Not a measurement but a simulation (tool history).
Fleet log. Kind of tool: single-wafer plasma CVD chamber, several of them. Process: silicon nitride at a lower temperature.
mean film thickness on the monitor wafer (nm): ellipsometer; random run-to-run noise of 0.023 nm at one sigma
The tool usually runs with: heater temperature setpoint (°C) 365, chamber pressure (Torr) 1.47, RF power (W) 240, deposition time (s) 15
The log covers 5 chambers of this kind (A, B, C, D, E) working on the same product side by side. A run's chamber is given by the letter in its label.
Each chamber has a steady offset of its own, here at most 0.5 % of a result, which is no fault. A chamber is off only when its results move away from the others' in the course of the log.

| run | hour | heater temperature setpoint (°C) | chamber pressure (Torr) | RF power (W) | deposition time (s) | hours since the last thermocouple change | hours since the last RF generator calibration | hours since the last manometer calibration | read-back reference wafer on the same gauge, thickness_nm | mean film thickness on the monitor wafer (nm) |
|---|---|---|---|---|---|---|---|---|---|---|
| 1B | 8.4 | 365 | 1.47 | 240 | 15 | 171.4 | 1135.5 | 1381.6 | 13.302 | 14.701 |
| 2D | 19.6 | 365 | 1.47 | 240 | 15 | 572.4 | 1337.4 | 380.6 | 13.307 | 14.735 |
|  | 23.5 | chamber C: RF generator calibrated |
| 3E | 27.9 | 365 | 1.47 | 240 | 15 | 781 | 123.6 | 908.3 | 13.309 | 14.637 |
| 4A | 43 | 365 | 1.47 | 240 | 15 | 1591.5 | 777.1 | 1604.8 | 13.315 | 14.664 |
| 5C | 51 | 365 | 1.47 | 240 | 15 | 1066.6 | 27.6 | 147.7 | 13.314 | 14.733 |
| 6D | 60.5 | 365 | 1.47 | 240 | 15 | 613.3 | 1378.3 | 421.5 | 13.316 | 14.735 |
| 7C | 68.2 | 365 | 1.47 | 240 | 15 | 1083.8 | 44.8 | 164.9 | 13.321 | 14.747 |
| 8E | 76.2 | 365 | 1.15 | 210 | 15 | 829.3 | 171.9 | 956.6 | 13.32 | 12.339 |
| 9A | 87.5 | 365 | 1.15 | 210 | 15 | 1636 | 821.6 | 1649.3 | 13.321 | 12.438 |
| 10B | 99.2 | 365 | 1.15 | 210 | 15 | 262.2 | 1226.3 | 1472.4 | 13.321 | 12.383 |
| 11B | 110.8 | 365 | 1.15 | 210 | 15 | 273.8 | 1237.9 | 1484 | 13.327 | 12.381 |
| 12D | 125.9 | 365 | 1.15 | 210 | 15 | 678.7 | 1443.7 | 486.9 | 13.329 | 12.527 |
| 13E | 139.3 | 365 | 1.47 | 240 | 15 | 892.4 | 235 | 1019.7 | 13.335 | 14.638 |
| 14A | 148.4 | 365 | 1.47 | 210 | 15 | 1696.9 | 882.5 | 1710.2 | 13.33 | 13.356 |
| 15C | 155.8 | 365 | 1.47 | 210 | 15 | 1171.4 | 132.4 | 252.5 | 13.345 | 13.435 |
| 16A | 166.3 | 365 | 1.47 | 210 | 15 | 1714.8 | 900.4 | 1728.1 | 13.344 | 13.341 |
| 17E | 180.1 | 365 | 1.47 | 210 | 15 | 933.2 | 275.8 | 1060.5 | 13.344 | 13.262 |
| 18B | 194.9 | 365 | 1.47 | 210 | 15 | 357.9 | 1322 | 1568.1 | 13.345 | 13.317 |
| 19C | 205.3 | 365 | 1.47 | 240 | 15 | 1220.9 | 181.9 | 302 | 13.352 | 14.799 |
| 20D | 218.3 | 365 | 1.47 | 240 | 15 | 771.1 | 1536.1 | 579.3 | 13.351 | 14.865 |
| 21A | 228.8 | 365 | 1.47 | 240 | 15 | 1777.3 | 962.9 | 1790.6 | 13.361 | 14.763 |
| 22C | 238.6 | 378 | 1.47 | 275 | 15 | 1254.2 | 215.2 | 335.3 | 13.362 | 16.231 |
| 23E | 249.2 | 378 | 1.47 | 275 | 15 | 1002.3 | 344.9 | 1129.6 | 13.359 | 16.118 |
| 24B | 257.3 | 378 | 1.47 | 275 | 15 | 420.3 | 1384.4 | 1630.5 | 13.363 | 16.189 |
| 25D | 267.7 | 378 | 1.47 | 275 | 15 | 820.5 | 1585.5 | 628.7 | 13.372 | 16.158 |
| 26D | 280.3 | 378 | 1.47 | 275 | 15 | 833.1 | 1598.1 | 641.3 | 13.374 | 16.223 |
| 27A | 289.9 | 365 | 1.47 | 240 | 15 | 1838.4 | 1024 | 1851.7 | 13.374 | 14.769 |
|  | 300.3 | chamber E: capacitance manometer re-zeroed and calibrated |
| 28B | 305 | 365 | 1.47 | 240 | 15 | 468 | 1432.1 | 1678.2 | 13.38 | 14.776 |
| 29E | 316.2 | 365 | 1.47 | 240 | 15 | 1069.3 | 411.9 | 15.9 | 13.378 | 14.669 |
| 30C | 327.6 | 365 | 1.47 | 240 | 15 | 1343.2 | 304.2 | 424.3 | 13.384 | 14.854 |

All 5 chambers run these settings next. Forecast each chamber's results:
| 31A | 338.7 | 365 | 1.47 | 240 | 15 |  |  |  |  | ? |
| 31B | 338.7 | 365 | 1.47 | 240 | 15 |  |  |  |  | ? |
| 31C | 338.7 | 365 | 1.47 | 240 | 15 |  |  |  |  | ? |
| 31D | 338.7 | 365 | 1.47 | 240 | 15 |  |  |  |  | ? |
| 31E | 338.7 | 365 | 1.47 | 240 | 15 |  |  |  |  | ? |

| run | mean film thickness on the monitor wafer (nm) |
|---|---|
| 31A | 14.75 |
| 31B | 14.727 |
| 31C | 14.844 |
| 31D | 14.818 |
| 31E | 14.719 |

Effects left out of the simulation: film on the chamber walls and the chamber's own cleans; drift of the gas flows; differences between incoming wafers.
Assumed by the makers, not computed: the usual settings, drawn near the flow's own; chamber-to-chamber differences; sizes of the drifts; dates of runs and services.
